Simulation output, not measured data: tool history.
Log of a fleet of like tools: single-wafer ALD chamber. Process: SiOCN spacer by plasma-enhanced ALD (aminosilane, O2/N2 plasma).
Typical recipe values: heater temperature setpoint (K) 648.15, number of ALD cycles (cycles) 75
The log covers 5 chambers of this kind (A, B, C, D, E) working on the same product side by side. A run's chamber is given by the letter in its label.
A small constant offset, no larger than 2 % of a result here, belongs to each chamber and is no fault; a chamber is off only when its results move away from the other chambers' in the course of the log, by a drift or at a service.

run,hour,heater temperature setpoint (K),number of ALD cycles (cycles),"read-back reference wafer on the same gauge, thickness_nm",mean film thickness on the monitor wafer (Å)
1D,7,648.15,75,3.8205,45.238
2C,11.8,648.15,75,3.8224,45.64
3A,16.2,648.15,75,3.8218,45.529
4B,20.5,648.15,75,3.8216,44.645
5E,25.1,648.15,75,3.8229,45.343
6A,31.7,648.15,75,3.823,45.503
7B,37.5,648.15,75,3.8245,44.616
8D,41.3,648.15,75,3.8244,45.22
9C,44.9,648.15,75,3.8251,45.934
10E,50.5,648.15,75,3.825,45.453
11D,57.6,648.15,75,3.8268,45.143
12C,61.6,657.15,80,3.8265,48.928
13E,67.6,657.15,80,3.8273,48.526
14A,72.7,657.15,80,3.8274,48.728
15B,80.1,657.15,80,3.8279,47.839
16A,86.9,657.15,80,3.8309,48.54
17E,94.2,648.15,75,3.8287,45.506
18D,98.4,648.15,75,3.8292,45.369
19B,102.1,648.15,75,3.8322,44.636
20C,106.4,648.15,75,3.8318,45.949
21E,109.8,648.15,75,3.8313,45.479
22C,116,655.15,83,3.8324,50.878
23A,119.5,655.15,83,3.8329,50.56
24D,124.4,655.15,83,3.8339,50.116
25B,128.7,655.15,83,3.833,49.515
26D,134.9,655.15,83,3.8357,50.286
27E,141,656.15,84,3.8363,50.813
28A,145.7,656.15,84,3.8374,51.158
# hour 145.9: chamber C: thermocouple changed; heater temperature recalibrated
29B,149.9,656.15,84,3.8379,50.063
30C,153.7,656.15,84,3.8379,51.49
31B,158.4,656.15,84,3.838,50.154
32E,164.1,648.15,75,3.8368,45.601
33A,169,648.15,75,3.8391,45.834
34C,174.1,648.15,75,3.84,45.98
35D,179.6,648.15,75,3.8392,45.46
36A,186.9,648.15,75,3.8402,45.702
37B,193.1,648.15,75,3.8417,44.76
38D,197.2,642.15,63,3.8411,38.15
39E,202.2,642.15,63,3.8425,38.367
40C,206.1,642.15,63,3.8432,38.721
41D,213.4,642.15,63,3.8436,38.128
42E,218.4,642.15,63,3.8441,38.23

All 5 chambers run these settings next. Forecast each chamber's results:
43A,223.8,648.15,86,,?
43B,223.8,648.15,86,,?
43C,223.8,648.15,86,,?
43D,223.8,648.15,86,,?
43E,223.8,648.15,86,,?

run,mean film thickness on the monitor wafer (Å)
43A,52.461
43B,51.493
43C,52.755
43D,51.968
43E,52.353
